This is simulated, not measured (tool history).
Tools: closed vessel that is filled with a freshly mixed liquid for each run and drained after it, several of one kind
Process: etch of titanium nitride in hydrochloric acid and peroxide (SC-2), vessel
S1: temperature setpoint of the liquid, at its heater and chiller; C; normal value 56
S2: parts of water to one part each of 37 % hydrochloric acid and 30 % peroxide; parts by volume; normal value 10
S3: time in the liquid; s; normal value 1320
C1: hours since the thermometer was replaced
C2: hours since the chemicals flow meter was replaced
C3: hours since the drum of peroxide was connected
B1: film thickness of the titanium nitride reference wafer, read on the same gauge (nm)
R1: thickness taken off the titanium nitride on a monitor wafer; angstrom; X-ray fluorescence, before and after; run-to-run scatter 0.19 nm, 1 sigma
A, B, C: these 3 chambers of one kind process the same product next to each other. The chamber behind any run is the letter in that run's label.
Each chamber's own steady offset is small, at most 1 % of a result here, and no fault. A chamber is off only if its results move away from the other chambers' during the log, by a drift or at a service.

run   hour    S1    S2    S3      C1      C2      C3      B1      R1
 1B    8.6    56    10  1320   721.1   855.6  1235.4  39.985  340.67
 2A   16.9    56    10  1320   567.1    1613   323.4  39.971  337.38
 3C   29.1    56    10  1320   665.4  1283.3   114.7  40.067  337.25
 4A   36.4    56    10  1320   586.6  1632.5   342.9  40.015  338.85
 5C   47.6    56    10  1320   683.9  1301.8   133.2  40.005  333.16
      55.1  -- chamber A: new drum of peroxide connected
 6B   59.3    56    10  1320   771.8   906.3  1286.1  40.024  333.56
 7A   69.8    56    10  1320     620  1665.9    14.7  40.006  333.12
 8B   78.6    56     5  1905   791.1   925.6  1305.4  39.975  835.45
 9C   87.8    56     5  1905   724.1    1342   173.4  40.019  826.94
10A   98.9    56     5  1905   649.1    1695    43.8  40.001  820.58
11B  106.6    56    10  1320   819.1   953.6  1333.4  40.015  338.94
12C  114.4    56    10  1320   750.7  1368.6     200  39.972  333.99
13A  123.3    56    10  1320   673.5  1719.4    68.2  40.019  338.62
14C  134.2    56    10  1320   770.5  1388.4   219.8  39.988  335.33
15B  144.7    56    10  1320   857.2   991.7  1371.5  40.027   336.8
16C  151.1    56    10  1320   787.4  1405.3   236.7  39.992   336.7
17A  160.3    56    10  1320   710.5  1756.4   105.2  39.948  342.27
18B  171.3  51.5    10  1320   883.8  1018.3  1398.1  39.993   249.4
     177.3  -- chamber B: thermometer replaced
     179.2  -- chamber B: new drum of peroxide connected
19B  183.5  51.5    10  1320     6.3  1030.5     4.3  39.986  248.63
20A  194.9  51.5    10  1320   745.1    1791   139.8  39.954  253.58
21C  203.6    56  13.5  1320   839.9  1457.8   289.2   40.04  260.01
22C  215.1    56  13.5  1320   851.4  1469.3   300.7  39.979  262.09
23B  224.8    56  13.5  1320    47.6  1071.8    45.6  40.008   260.5
24A  232.2    56    10  1320   782.4  1828.3   177.1  40.045  337.14
25A  240.6    56    10  1320   790.8  1836.7   185.5  39.993  339.58
26C  253.1    56    10  1320   889.4  1507.3   338.7  39.972  337.72
27B  266.4    56    10  1320    89.2  1113.4    87.2  40.038  337.21
28C  279.8    56    10  1320   916.1    1534   365.4  40.012  336.37
29A  287.9    65    10   825   838.1    1884   232.8  39.998  380.37
30B  295.3    65    10   825   118.1  1142.3   116.1  39.981  373.25
31A  306.2    65    10   825   856.4  1902.3   251.1  40.018  377.38
32C  313.2    56    10  1320   949.5  1567.4   398.8  39.992  334.44
33B  326.8    56    10  1320   149.6  1173.8   147.6  40.034  338.79
34A  334.1    56    10  1320   884.3  1930.2     279  39.989  348.02
35B  342.4    65     8  1320   165.2  1189.4   163.2  39.994  716.79
     343.5  -- chamber A: chemicals flow meter replaced
36C  348.5    65     8  1320   984.8  1602.7   434.1   39.98  717.76
37B  354.7    65     8  1320   177.5  1201.7   175.5  39.981  716.05
38A  365.9    56    10  1320   916.1    22.5   310.8  39.995  346.81
39C  378.8    56    10  1320  1015.1    1633   464.4  39.966  335.33
     381.4  -- chamber C: thermometer replaced
40B  390.6    56    10  1320   213.4  1237.6   211.4  40.026  338.72
41A  397.7    56    10  1320   947.9    54.3   342.6  40.006   349.5
42C  406.8    56    10  1320    25.5    1661   492.4  40.026  336.41
43B    420    56    10  1320   242.8    1267   240.8  39.998  335.86

Read the log: is a single chamber off, either drifting away or since a service, is the gauge that measures every chamber drifting, or is nothing wrong beyond small per-chamber offsets? Name any odd chamber and what most likely caused it.

One chamber, A, drifts off from the rest bit by bit.
What lies behind it: liquid hotter than its thermometer reads (K) = 0.565.

Here are 4 candidates for chamber A's next run, each the usual settings with a change, their results left as question marks. Which one brings its results back in line with what the others give on the usual settings?
In line here means within this much of the mean the other chambers give on the usual settings: R1 6.7 angstrom
44A-1  429.8  55.5  10  1275                   ?
44A-2  429.8    56  10  1365                   ?
44A-3  429.8  55.5  10  1320                   ?
44A-4  429.8    57  10  1320                   ?

On the usual settings, the other chambers give on average: R1 336.62 angstrom
  run      R1
44A-1  326.42
44A-2  360.86
44A-3  337.94
44A-4  372.44
44A-3 brings the chamber back in line.
